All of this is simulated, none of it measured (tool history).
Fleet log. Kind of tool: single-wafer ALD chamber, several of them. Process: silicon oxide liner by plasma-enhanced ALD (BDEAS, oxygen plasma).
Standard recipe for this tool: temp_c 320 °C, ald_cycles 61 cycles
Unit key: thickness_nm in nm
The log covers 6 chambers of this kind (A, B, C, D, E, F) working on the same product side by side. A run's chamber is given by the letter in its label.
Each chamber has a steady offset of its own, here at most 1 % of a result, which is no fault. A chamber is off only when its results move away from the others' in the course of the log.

| run | hour | temp_c | ald_cycles | hours since the last thermocouple change | read-back reference wafer on the same gauge, thickness_nm | thickness_nm |
|---|---|---|---|---|---|---|
| 1B | 3.8 | 320 | 61 | 1152.3 | 5.3193 | 5.5167 |
| 2A | 6.7 | 320 | 61 | 299.9 | 5.3125 | 5.5368 |
| 3E | 9.2 | 320 | 61 | 1552.8 | 5.3153 | 5.4571 |
| 4D | 12.8 | 320 | 61 | 1026.4 | 5.3152 | 5.5423 |
| 5F | 18 | 325 | 69 | 146.3 | 5.3207 | 6.1474 |
| 6C | 22.1 | 325 | 69 | 776.2 | 5.3295 | 6.1313 |
| 7B | 25.5 | 325 | 69 | 1174 | 5.316 | 6.139 |
| 8F | 30.8 | 325 | 69 | 159.1 | 5.3193 | 6.1505 |
| 9A | 34 | 325 | 69 | 327.2 | 5.3128 | 6.2367 |
| 10E | 39.6 | 325 | 69 | 1583.2 | 5.3168 | 6.1725 |
| 11C | 42.2 | 320 | 61 | 796.3 | 5.3118 | 5.5501 |
| 12D | 47 | 307 | 52 | 1060.6 | 5.3231 | 4.7871 |
| 13B | 50.7 | 307 | 52 | 1199.2 | 5.3233 | 4.8141 |
| 14F | 56.3 | 307 | 52 | 184.6 | 5.3165 | 4.8037 |
| 15A | 60.2 | 307 | 52 | 353.4 | 5.3226 | 4.8433 |
| 16E | 65.4 | 307 | 52 | 1609 | 5.3134 | 4.7473 |
| 17D | 69.5 | 307 | 52 | 1083.1 | 5.3281 | 4.7659 |
| 18C | 73.2 | 320 | 61 | 827.3 | 5.3141 | 5.5049 |
| 19A | 78.2 | 314 | 61 | 371.4 | 5.3154 | 5.5539 |
| 20F | 81.2 | 314 | 61 | 209.5 | 5.3156 | 5.5515 |
| 21C | 85.7 | 314 | 61 | 839.8 | 5.319 | 5.6456 |
| 22E | 90.2 | 314 | 61 | 1633.8 | 5.3138 | 5.5311 |
| 23D | 93.6 | 314 | 61 | 1107.2 | 5.3204 | 5.5507 |
| 24B | 97.3 | 314 | 61 | 1245.8 | 5.3174 | 5.5407 |
| 25A | 102.1 | 320 | 61 | 395.3 | 5.3212 | 5.557 |
| 26F | 107.5 | 320 | 61 | 235.8 | 5.325 | 5.4841 |
| 27D | 110.8 | 320 | 61 | 1124.4 | 5.3198 | 5.4641 |
| 28C | 113.4 | 320 | 61 | 867.5 | 5.3258 | 5.5521 |
| 29E | 118 | 320 | 61 | 1661.6 | 5.3166 | 5.4897 |
| 30B | 122.3 | 308 | 61 | 1270.8 | 5.3135 | 5.6015 |
| 31B | 125.7 | 308 | 61 | 1274.2 | 5.321 | 5.6609 |
| 32E | 129.6 | 308 | 61 | 1673.2 | 5.3174 | 5.565 |
| 33A | 135.2 | 308 | 61 | 428.4 | 5.3207 | 5.6403 |
| 34D | 138.2 | 308 | 61 | 1151.8 | 5.3192 | 5.5581 |
| 35C | 140.9 | 308 | 61 | 895 | 5.3097 | 5.6288 |
| 36F | 143.8 | 320 | 53 | 272.1 | 5.3165 | 4.7992 |
| 37A | 146.7 | 320 | 53 | 439.9 | 5.3193 | 4.8225 |
| 38D | 150.4 | 320 | 53 | 1164 | 5.3219 | 4.7411 |
| 39C | 155.2 | 320 | 53 | 909.3 | 5.3229 | 4.7351 |
| 40E | 159.2 | 320 | 53 | 1702.8 | 5.3321 | 4.7727 |
| 41B | 164.3 | 320 | 53 | 1312.8 | 5.3216 | 4.8016 |
| 42F | 166.9 | 320 | 61 | 295.2 | 5.3303 | 5.542 |
| 43E | 172.5 | 320 | 61 | 1716.1 | 5.3255 | 5.4795 |
| 44B | 175.2 | 320 | 61 | 1323.7 | 5.3191 | 5.5354 |

For the next run the whole fleet of 6 chambers uses the same settings. Give each chamber's results:
| 45A | 179.3 | 320 | 61 |  |  | ? |
| 45B | 179.3 | 320 | 61 |  |  | ? |
| 45C | 179.3 | 320 | 61 |  |  | ? |
| 45D | 179.3 | 320 | 61 |  |  | ? |
| 45E | 179.3 | 320 | 61 |  |  | ? |
| 45F | 179.3 | 320 | 61 |  |  | ? |

| run | thickness_nm |
|---|---|
| 45A | 5.5416 |
| 45B | 5.5214 |
| 45C | 5.5159 |
| 45D | 5.5008 |
| 45E | 5.4919 |
| 45F | 5.49 |

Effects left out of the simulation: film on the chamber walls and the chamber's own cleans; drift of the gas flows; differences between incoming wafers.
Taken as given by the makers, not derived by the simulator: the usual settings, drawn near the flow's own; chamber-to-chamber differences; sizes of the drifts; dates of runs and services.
